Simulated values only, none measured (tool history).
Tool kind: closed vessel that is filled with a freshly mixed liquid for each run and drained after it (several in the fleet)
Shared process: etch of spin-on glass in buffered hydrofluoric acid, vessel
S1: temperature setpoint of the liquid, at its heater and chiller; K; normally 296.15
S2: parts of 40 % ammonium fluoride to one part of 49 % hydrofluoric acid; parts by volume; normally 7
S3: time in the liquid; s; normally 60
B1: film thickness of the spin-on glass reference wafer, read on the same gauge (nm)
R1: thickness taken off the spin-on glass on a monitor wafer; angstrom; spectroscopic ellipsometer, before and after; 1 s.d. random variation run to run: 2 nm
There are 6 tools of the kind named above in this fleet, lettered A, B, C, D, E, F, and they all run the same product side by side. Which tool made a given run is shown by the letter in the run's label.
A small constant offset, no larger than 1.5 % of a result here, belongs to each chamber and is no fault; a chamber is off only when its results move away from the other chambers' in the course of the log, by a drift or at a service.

Run 1C, day 0.342: usual settings; B1 120.00. Result: R1 2346.3 angstrom.
Run 2B, day 0.542: usual settings; B1 120.02. Result: R1 2304.8 angstrom.
Run 3D, day 0.867: usual settings; B1 120.01. Result: R1 2370.9 angstrom.
Run 4A, day 1.262: usual settings; B1 120.00. Result: R1 2283.7 angstrom.
Run 5F, day 1.525: usual settings; B1 119.99. Result: R1 2328.5 angstrom.
Run 6E, day 1.712: usual settings; B1 120.01. Result: R1 2337.8 angstrom.
Run 7B, day 2.050: usual settings but S1 292.15 K, S2 6 parts by volume; B1 120.00. Result: R1 2070.8 angstrom.
Run 8F, day 2.250: usual settings but S1 292.15 K, S2 6 parts by volume; B1 119.99. Result: R1 2072.2 angstrom.
Run 9D, day 2.592: usual settings but S1 292.15 K, S2 6 parts by volume; B1 119.99. Result: R1 2126.4 angstrom.
Run 10E, day 2.812: usual settings but S1 292.15 K, S2 6 parts by volume; B1 120.03. Result: R1 2166.9 angstrom.
Run 11C, day 3.171: usual settings but S1 292.15 K, S2 6 parts by volume; B1 120.02. Result: R1 2171.1 angstrom.
Run 12A, day 3.358: usual settings but S1 292.15 K, S2 6 parts by volume; B1 120.02. Result: R1 2110.6 angstrom.
Run 13F, day 3.679: usual settings; B1 119.99. Result: R1 2309.5 angstrom.
Run 14C, day 4.012: usual settings; B1 120.00. Result: R1 2334.2 angstrom.
Run 15B, day 4.350: usual settings; B1 119.98. Result: R1 2300.2 angstrom.
Run 16D, day 4.600: usual settings; B1 119.97. Result: R1 2354.7 angstrom.
Run 17A, day 4.808: usual settings; B1 120.04. Result: R1 2304.2 angstrom.
Run 18E, day 5.104: usual settings; B1 119.96. Result: R1 2341.0 angstrom.
Run 19A, day 5.396: usual settings; B1 120.02. Result: R1 2306.3 angstrom.
Run 20D, day 5.612: usual settings; B1 120.04. Result: R1 2316.5 angstrom.
Run 21E, day 5.912: usual settings; B1 119.97. Result: R1 2346.3 angstrom.
Run 22C, day 6.125: usual settings; B1 120.02. Result: R1 2350.7 angstrom.
Run 23B, day 6.321: usual settings; B1 119.99. Result: R1 2295.4 angstrom.
Run 24F, day 6.675: usual settings; B1 120.01. Result: R1 2350.7 angstrom.
Run 25B, day 6.879: usual settings; B1 120.02. Result: R1 2295.4 angstrom.
Run 26E, day 7.121: usual settings; B1 119.94. Result: R1 2289.8 angstrom.
Run 27C, day 7.321: usual settings; B1 120.01. Result: R1 2346.3 angstrom.
Run 28D, day 7.567: usual settings; B1 120.03. Result: R1 2318.9 angstrom.
At day 7.850: chamber D: hydrofluoric acid flow meter replaced.
Run 29F, day 7.883: usual settings but S3 80 s; B1 119.99. Result: R1 3098.3 angstrom.
Run 30A, day 8.238: usual settings but S3 80 s; B1 120.05. Result: R1 3073.6 angstrom.
Run 31F, day 8.525: usual settings but S3 80 s; B1 119.97. Result: R1 3063.3 angstrom.
Run 32D, day 8.858: usual settings but S3 80 s; B1 120.00. Result: R1 3076.9 angstrom.
Run 33E, day 9.046: usual settings but S3 80 s; B1 120.03. Result: R1 3121.4 angstrom.
Run 34A, day 9.433: usual settings but S3 80 s; B1 119.97. Result: R1 3142.6 angstrom.
Run 35B, day 9.650: usual settings; B1 120.06. Result: R1 2320.9 angstrom.
Run 36C, day 9.833: usual settings; B1 120.03. Result: R1 2381.6 angstrom.
Run 37F, day 10.208: usual settings; B1 120.02. Result: R1 2311.1 angstrom.
At day 10.258: chamber C: hydrofluoric acid flow meter replaced.
Run 38C, day 10.538: usual settings; B1 119.97. Result: R1 2317.5 angstrom.
Run 39A, day 10.875: usual settings; B1 120.01. Result: R1 2291.9 angstrom.
Run 40B, day 11.088: usual settings; B1 120.03. Result: R1 2316.8 angstrom.
Run 41E, day 11.425: usual settings; B1 120.01. Result: R1 2302.7 angstrom.
Run 42D, day 11.725: usual settings; B1 119.97. Result: R1 2312.0 angstrom.

Is one chamber off against the others, does the gauge drift, or is nothing wrong? If a chamber is off, say which, and what the likeliest cause is.

All chambers stay in line apart from their small fixed offsets, and the gauge does not drift.

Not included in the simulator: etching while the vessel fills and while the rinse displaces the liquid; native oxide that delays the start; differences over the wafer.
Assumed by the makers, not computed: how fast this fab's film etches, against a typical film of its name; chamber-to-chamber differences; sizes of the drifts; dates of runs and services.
